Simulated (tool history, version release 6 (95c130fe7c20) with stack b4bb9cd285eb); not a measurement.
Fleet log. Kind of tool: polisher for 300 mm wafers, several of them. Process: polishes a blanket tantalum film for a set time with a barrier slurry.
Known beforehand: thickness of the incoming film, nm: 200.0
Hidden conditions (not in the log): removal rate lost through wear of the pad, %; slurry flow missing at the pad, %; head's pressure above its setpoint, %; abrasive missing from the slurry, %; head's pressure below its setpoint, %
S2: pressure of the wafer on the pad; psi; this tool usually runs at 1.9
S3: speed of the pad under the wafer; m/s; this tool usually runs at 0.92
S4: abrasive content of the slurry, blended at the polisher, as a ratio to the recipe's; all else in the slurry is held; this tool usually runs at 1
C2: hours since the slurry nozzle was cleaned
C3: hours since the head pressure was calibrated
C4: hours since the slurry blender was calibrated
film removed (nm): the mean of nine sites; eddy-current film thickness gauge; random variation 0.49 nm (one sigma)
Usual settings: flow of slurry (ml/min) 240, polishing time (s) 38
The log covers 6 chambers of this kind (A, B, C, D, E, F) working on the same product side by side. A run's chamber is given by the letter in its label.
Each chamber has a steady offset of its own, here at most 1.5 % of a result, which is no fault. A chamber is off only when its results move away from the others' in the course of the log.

Run 1C, day 0.375: usual settings; wafers polished on this pad 1243; C2 197.4; C3 928.0; C4 52.4. Result: film removed (nm) 46.036.
At day 0.462: chamber A: worn pad replaced by a new one.
Run 2E, day 0.642: usual settings; wafers polished on this pad 829; C2 360.1; C3 895.9; C4 82.2. Result: film removed (nm) 46.045.
Run 3A, day 1.117: usual settings; wafers polished on this pad 137; C2 61.9; C3 158.4; C4 55.1. Result: film removed (nm) 47.610.
At day 1.138: chamber F: slurry nozzle cleaned.
At day 1.292: chamber C: slurry nozzle cleaned.
At day 1.350: chamber C: worn pad replaced by a new one.
At day 1.379: chamber D: worn pad replaced by a new one.
Run 4D, day 1.688: usual settings; wafers polished on this pad 64; C2 242.3; C3 222.5; C4 175.7. Result: film removed (nm) 46.036.
At day 1.917: chamber B: worn pad replaced by a new one.
Run 5B, day 2.167: usual settings; wafers polished on this pad 52; C2 529.1; C3 645.3; C4 428.7. Result: film removed (nm) 47.420.
At day 2.379: chamber D: slurry blender recalibrated.
At day 2.654: chamber F: slurry blender recalibrated.
At day 2.683: chamber E: worn pad replaced by a new one.
Run 6F, day 2.733: usual settings; wafers polished on this pad 768; C2 38.4; C3 259.7; C4 2.0. Result: film removed (nm) 46.760.
At day 3.079: chamber B: slurry blender recalibrated.
Run 7F, day 3.229: usual settings; wafers polished on this pad 872; C2 50.3; C3 271.6; C4 13.9. Result: film removed (nm) 46.839.
Run 8D, day 3.529: usual settings; wafers polished on this pad 450; C2 286.5; C3 266.7; C4 27.7. Result: film removed (nm) 46.577.
Run 9B, day 3.900: usual settings; wafers polished on this pad 415; C2 570.7; C3 686.9; C4 19.8. Result: film removed (nm) 45.996.
At day 4.471: chamber F: worn pad replaced by a new one.
Run 10A, day 4.492: usual settings; wafers polished on this pad 844; C2 142.9; C3 239.4; C4 136.1. Result: film removed (nm) 46.404.
Run 11C, day 5.021: usual settings; wafers polished on this pad 769; C2 89.6; C3 1039.5; C4 163.9. Result: film removed (nm) 47.588.
Run 12E, day 5.450: usual settings; wafers polished on this pad 579; C2 475.5; C3 1011.3; C4 197.6. Result: film removed (nm) 45.622.
At day 5.867: chamber E: slurry blender recalibrated.
Run 13A, day 5.929: usual settings; wafers polished on this pad 1146; C2 177.4; C3 273.9; C4 170.6. Result: film removed (nm) 46.866.
At day 6.008: chamber A: worn pad replaced by a new one.
At day 6.108: chamber B: worn pad replaced by a new one.
At day 6.283: chamber D: worn pad replaced by a new one.
Run 14E, day 6.292: usual settings; wafers polished on this pad 756; C2 495.7; C3 1031.5; C4 10.2. Result: film removed (nm) 45.886.
Run 15D, day 6.617: usual settings; wafers polished on this pad 70; C2 360.6; C3 340.8; C4 101.8. Result: film removed (nm) 45.945.
Run 16B, day 7.146: usual settings; wafers polished on this pad 217; C2 648.6; C3 764.8; C4 97.7. Result: film removed (nm) 47.146.
Run 17C, day 7.592: usual settings; wafers polished on this pad 1308; C2 151.3; C3 1101.2; C4 225.6. Result: film removed (nm) 46.064.
Run 18F, day 8.079: usual settings; wafers polished on this pad 756; C2 166.7; C3 388.0; C4 130.3. Result: film removed (nm) 46.050.
Run 19F, day 8.492: usual settings but S3 1.08 m/s; wafers polished on this pad 842; C2 176.6; C3 397.9; C4 140.2. Result: film removed (nm) 53.872.
At day 8.558: chamber C: worn pad replaced by a new one.
At day 8.708: chamber E: worn pad replaced by a new one.
At day 8.712: chamber B: slurry nozzle cleaned.
Run 20A, day 8.929: usual settings but S3 1.08 m/s; wafers polished on this pad 612; C2 249.4; C3 345.9; C4 242.6. Result: film removed (nm) 54.828.
Run 21C, day 9.196: usual settings but S3 1.08 m/s; wafers polished on this pad 134; C2 189.8; C3 1139.7; C4 264.1. Result: film removed (nm) 54.451.
At day 9.442: chamber E: head pressure recalibrated.
At day 9.475: chamber E: slurry nozzle cleaned.
Run 22E, day 9.529: usual settings but S3 1.08 m/s; wafers polished on this pad 172; C2 1.4; C3 2.2; C4 87.9. Result: film removed (nm) 48.383.
At day 9.592: chamber B: worn pad replaced by a new one.
Run 23B, day 9.808: usual settings but S3 1.08 m/s; wafers polished on this pad 46; C2 26.4; C3 828.7; C4 161.6. Result: film removed (nm) 55.004.
At day 10.158: chamber F: worn pad replaced by a new one.
At day 10.171: chamber D: slurry blender recalibrated.
Run 24D, day 10.192: usual settings but S3 1.08 m/s; wafers polished on this pad 819; C2 446.4; C3 426.6; C4 0.5. Result: film removed (nm) 55.117.
At day 10.404: chamber C: slurry blender recalibrated.
Run 25B, day 10.525: usual settings; wafers polished on this pad 196; C2 43.6; C3 845.9; C4 178.8. Result: film removed (nm) 47.302.
At day 10.925: chamber A: worn pad replaced by a new one.
Run 26F, day 11.004: usual settings; wafers polished on this pad 177; C2 236.9; C3 458.2; C4 200.5. Result: film removed (nm) 46.433.
Run 27E, day 11.304: usual settings; wafers polished on this pad 544; C2 44.0; C3 44.8; C4 130.5. Result: film removed (nm) 40.891.
At day 11.392: chamber D: worn pad replaced by a new one.
At day 11.679: chamber F: slurry blender recalibrated.
At day 11.742: chamber C: slurry nozzle cleaned.
Run 28D, day 11.871: usual settings but flow of slurry (ml/min) 210, S2 1.6 psi; wafers polished on this pad 100; C2 486.7; C3 466.9; C4 40.8. Result: film removed (nm) 38.651.
Run 29C, day 12.312: usual settings but flow of slurry (ml/min) 210, S2 1.6 psi; wafers polished on this pad 787; C2 13.7; C3 1214.5; C4 45.8. Result: film removed (nm) 38.376.
Run 30A, day 12.775: usual settings but flow of slurry (ml/min) 210, S2 1.6 psi; wafers polished on this pad 387; C2 341.7; C3 438.2; C4 334.9. Result: film removed (nm) 38.906.
Run 31B, day 13.246: usual settings but flow of slurry (ml/min) 210, S2 1.6 psi; wafers polished on this pad 766; C2 108.9; C3 911.2; C4 244.1. Result: film removed (nm) 37.685.
At day 13.429: chamber E: slurry blender recalibrated.
Run 32C, day 13.521: usual settings but flow of slurry (ml/min) 210, S2 1.6 psi; wafers polished on this pad 1040; C2 42.7; C3 1243.5; C4 74.8. Result: film removed (nm) 38.210.
At day 13.683: chamber A: slurry blender recalibrated.
At day 13.788: chamber B: worn pad replaced by a new one.
Run 33F, day 13.942: usual settings but flow of slurry (ml/min) 210, S2 1.6 psi; wafers polished on this pad 793; C2 307.4; C3 528.7; C4 54.3. Result: film removed (nm) 37.925.
At day 14.025: chamber C: worn pad replaced by a new one.
Run 34E, day 14.279: usual settings; wafers polished on this pad 1167; C2 115.4; C3 116.2; C4 20.4. Result: film removed (nm) 41.449.
Run 35A, day 14.692: usual settings; wafers polished on this pad 789; C2 387.7; C3 484.2; C4 24.2. Result: film removed (nm) 47.219.
At day 14.792: chamber E: worn pad replaced by a new one.
At day 14.896: chamber F: worn pad replaced by a new one.
Run 36D, day 15.138: usual settings but flow of slurry (ml/min) 310, S2 1.4 psi; wafers polished on this pad 785; C2 565.1; C3 545.3; C4 119.2. Result: film removed (nm) 34.808.
Run 37C, day 15.446: usual settings but flow of slurry (ml/min) 310, S2 1.4 psi; wafers polished on this pad 297; C2 88.9; C3 1289.7; C4 121.0. Result: film removed (nm) 34.994.
At day 15.621: chamber A: worn pad replaced by a new one.
Run 38E, day 15.933: usual settings but flow of slurry (ml/min) 310, S2 1.4 psi; wafers polished on this pad 239; C2 155.1; C3 155.9; C4 60.1. Result: film removed (nm) 31.297.
Run 39D, day 16.458: usual settings but flow of slurry (ml/min) 310, S2 1.4 psi; wafers polished on this pad 1062; C2 596.8; C3 577.0; C4 150.9. Result: film removed (nm) 34.988.
Run 40B, day 16.721: usual settings but flow of slurry (ml/min) 310, S2 1.4 psi; wafers polished on this pad 615; C2 192.3; C3 994.6; C4 327.5. Result: film removed (nm) 34.884.
Run 41A, day 17.254: usual settings but flow of slurry (ml/min) 310, S2 1.4 psi; wafers polished on this pad 343; C2 449.2; C3 545.7; C4 85.7. Result: film removed (nm) 35.416.
Run 42F, day 17.542: usual settings; wafers polished on this pad 554; C2 393.8; C3 615.1; C4 140.7. Result: film removed (nm) 46.048.

One chamber off, gauge drift, or nothing amiss beyond the chambers' own small offsets? If it is a chamber, which one, and what is the likeliest cause?

Chamber E has stood off from the others ever since a service on it.
Most likely cause: head's pressure below its setpoint, % = 10.6.

Below are 4 candidate recipes for chamber E's next run, each the usual settings with a change, their results shown as question marks. Which of them brings E's results back in line with what the other chambers give on the usual settings?
Maximum distance from the other chambers' mean on the usual settings for a result to count as in line: film removed (nm) 1.700
Run 43E-1, day 17.967: usual settings but S2 2.0 psi, S3 0.98 m/s. Result: film removed (nm) ?.
Run 43E-2, day 17.967: usual settings but S2 1.8 psi, S3 0.86 m/s. Result: film removed (nm) ?.
Run 43E-3, day 17.967: usual settings but S3 0.90 m/s, polishing time (s) 37. Result: film removed (nm) ?.
Run 43E-4, day 17.967: usual settings but flow of slurry (ml/min) 255, S4 1.1. Result: film removed (nm) ?.

The other chambers' mean on the usual settings: film removed (nm) 46.352
  run  film removed (nm)
43E-1             45.999
43E-2             36.378
43E-3             39.106
43E-4             42.428
43E-1 puts the chamber back in line with the other chambers.
